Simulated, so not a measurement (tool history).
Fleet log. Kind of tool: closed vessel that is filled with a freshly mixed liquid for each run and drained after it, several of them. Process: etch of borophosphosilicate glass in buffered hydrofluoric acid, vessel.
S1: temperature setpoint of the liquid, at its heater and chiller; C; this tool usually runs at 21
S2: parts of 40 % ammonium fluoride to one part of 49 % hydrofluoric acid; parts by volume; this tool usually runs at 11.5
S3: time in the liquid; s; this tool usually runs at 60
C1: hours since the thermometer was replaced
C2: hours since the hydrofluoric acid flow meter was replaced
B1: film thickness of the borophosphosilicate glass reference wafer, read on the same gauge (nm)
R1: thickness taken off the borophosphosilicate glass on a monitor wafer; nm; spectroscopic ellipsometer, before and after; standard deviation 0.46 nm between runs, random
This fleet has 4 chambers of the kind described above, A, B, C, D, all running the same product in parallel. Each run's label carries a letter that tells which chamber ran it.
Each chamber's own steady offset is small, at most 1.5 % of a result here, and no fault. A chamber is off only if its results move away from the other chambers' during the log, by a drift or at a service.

Run 1C, hour 8.3: usual settings; C1 1230.8; C2 133.5; B1 59.955. Result: R1 54.664 nm.
Run 2D, hour 13.1: usual settings; C1 1149.8; C2 274.7; B1 59.996. Result: R1 55.156 nm.
Run 3A, hour 23.1: usual settings; C1 810.1; C2 251.8; B1 59.993. Result: R1 55.49 nm.
Run 4B, hour 32.3: usual settings; C1 525.4; C2 565.7; B1 59.948. Result: R1 55.186 nm.
Run 5C, hour 39.5: usual settings; C1 1262; C2 164.7; B1 59.973. Result: R1 55.107 nm.
Run 6D, hour 48.3: usual settings; C1 1185; C2 309.9; B1 59.965. Result: R1 53.963 nm.
Run 7A, hour 53.7: usual settings; C1 840.7; C2 282.4; B1 60.017. Result: R1 54.132 nm.
Run 8B, hour 64: usual settings; C1 557.1; C2 597.4; B1 59.981. Result: R1 55.266 nm.
Run 9B, hour 73.8: usual settings but S1 18.5 C; C1 566.9; C2 607.2; B1 59.983. Result: R1 47.59 nm.
Run 10C, hour 78.8: usual settings but S1 18.5 C; C1 1301.3; C2 204; B1 60.007. Result: R1 47.985 nm.
Run 11A, hour 87: usual settings but S1 18.5 C; C1 874; C2 315.7; B1 59.998. Result: R1 46.868 nm.
Run 12D, hour 94.9: usual settings but S1 18.5 C; C1 1231.6; C2 356.5; B1 60.049. Result: R1 47.277 nm.
Run 13B, hour 105.6: usual settings; C1 598.7; C2 639; B1 59.98. Result: R1 54.294 nm.
Run 14A, hour 113.9: usual settings; C1 900.9; C2 342.6; B1 60.002. Result: R1 54.727 nm.
Run 15C, hour 118.9: usual settings; C1 1341.4; C2 244.1; B1 60.005. Result: R1 54.662 nm.
At hour 122.6: chamber A: thermometer replaced.
Run 16D, hour 127.9: usual settings; C1 1264.6; C2 389.5; B1 59.954. Result: R1 55.035 nm.
Run 17C, hour 132.6: usual settings but S1 25 C; C1 1355.1; C2 257.8; B1 60.009. Result: R1 69.927 nm.
Run 18A, hour 141.3: usual settings but S1 25 C; C1 18.7; C2 370; B1 59.983. Result: R1 66.723 nm.
Run 19B, hour 147.2: usual settings but S1 25 C; C1 640.3; C2 680.6; B1 59.993. Result: R1 68.42 nm.
Run 20D, hour 155.5: usual settings but S1 25 C; C1 1292.2; C2 417.1; B1 59.994. Result: R1 67.954 nm.
Run 21A, hour 163.6: usual settings; C1 41; C2 392.3; B1 59.98. Result: R1 53.032 nm.
Run 22B, hour 170.8: usual settings; C1 663.9; C2 704.2; B1 60.034. Result: R1 54.729 nm.
Run 23C, hour 178: usual settings; C1 1400.5; C2 303.2; B1 59.99. Result: R1 55.751 nm.
Run 24D, hour 187.6: usual settings; C1 1324.3; C2 449.2; B1 59.97. Result: R1 55.201 nm.
Run 25B, hour 198.2: usual settings; C1 691.3; C2 731.6; B1 59.998. Result: R1 55.118 nm.

Predict what each chamber gives when all 4 of them run the settings below next.
Run 26A, hour 205.9: usual settings. Result: R1 ?.
Run 26B, hour 205.9: usual settings. Result: R1 ?.
Run 26C, hour 205.9: usual settings. Result: R1 ?.
Run 26D, hour 205.9: usual settings. Result: R1 ?.

run      R1
26A  51.415
26B  54.488
26C  55.453
26D  53.085
